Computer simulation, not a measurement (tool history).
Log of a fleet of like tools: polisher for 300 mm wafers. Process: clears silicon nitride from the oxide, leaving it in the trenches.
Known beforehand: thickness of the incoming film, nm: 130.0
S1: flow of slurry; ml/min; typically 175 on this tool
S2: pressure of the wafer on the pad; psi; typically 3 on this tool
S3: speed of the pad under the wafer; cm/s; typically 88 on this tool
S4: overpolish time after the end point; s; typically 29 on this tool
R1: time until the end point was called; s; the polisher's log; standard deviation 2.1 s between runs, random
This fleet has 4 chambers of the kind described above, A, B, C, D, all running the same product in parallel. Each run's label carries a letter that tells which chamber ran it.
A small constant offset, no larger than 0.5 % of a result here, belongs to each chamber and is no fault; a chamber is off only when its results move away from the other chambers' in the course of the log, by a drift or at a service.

run,day,S1,S2,S3,S4,R1
1D,0.346,175,3,88,29,144.04
# day 0.779: chamber C: worn pad replaced by a new one
2A,0.95,175,3,88,29,143.2
# day 1.221: chamber D: worn pad replaced by a new one
3C,1.267,175,3,88,29,145.17
4B,1.621,175,3,88,29,146.03
5C,2.212,175,3,88,29,143.1
# day 2.596: chamber B: worn pad replaced by a new one
6D,2.633,175,3,88,29,146.98
# day 2.833: chamber D: slurry nozzle cleaned
7A,3.025,175,3,88,29,143.71
8B,3.575,130,3,88,29,151.97
9D,4.088,130,3,88,29,152.49
10C,4.712,130,3,88,29,148.54
# day 4.838: chamber A: worn pad replaced by a new one
11A,5.175,130,3,88,29,149.5
# day 5.679: chamber D: worn pad replaced by a new one
12B,5.692,175,3,88,29,142.23
13B,6.271,175,3,88,29,148.64
# day 6.383: chamber B: worn pad replaced by a new one
14C,6.725,175,3,88,29,142.97
15D,7.271,175,3,88,29,143.35
16A,7.758,175,3,88,29,143.64
# day 7.85: chamber D: head pressure recalibrated
# day 7.883: chamber C: worn pad replaced by a new one
17B,8.212,175,3,88,29,143.98
18A,8.833,175,3,88,29,143.91
19D,9.188,175,3,88,29,154.67
20C,9.808,175,3,88,29,144.55
# day 10.108: chamber D: worn pad replaced by a new one
# day 10.238: chamber B: worn pad replaced by a new one
21B,10.333,175,3,88,29,142.84
22D,10.854,175,3,88,29,156.58
# day 11.154: chamber C: slurry nozzle cleaned
23A,11.162,175,3,88,29,144.33
24C,11.65,175,3,88,29,143.65
25B,12.117,175,3,88,29,145.17

Does one chamber stand apart from the rest, does the shared gauge drift, or is all well apart from small per-chamber offsets? Give the chamber and the most likely cause, where there is one.

After it was serviced, chamber D no longer matches the other chambers.
Likeliest cause: head's pressure below its setpoint, % = 7.69.

Chamber D could run next with any of the 4 candidate recipes listed below; each alters the usual settings, and their results appear as question marks. Which one brings its results back in line with what the other chambers deliver on the usual settings?
Allowed miss from the other chambers' usual-settings mean, per result, to count as in line: R1 7.5 s
26D-1,12.588,175,3.1,92,29,?
26D-2,12.588,170,3,74,29,?
26D-3,12.588,175,2.8,88,29,?
26D-4,12.588,180,3.5,88,29,?

Other chambers, usual settings, mean: R1 143.49 s
run,R1
26D-1,143.97
26D-2,186.37
26D-3,166.63
26D-4,132.95
With 26D-1, the chamber falls back in line with the rest.
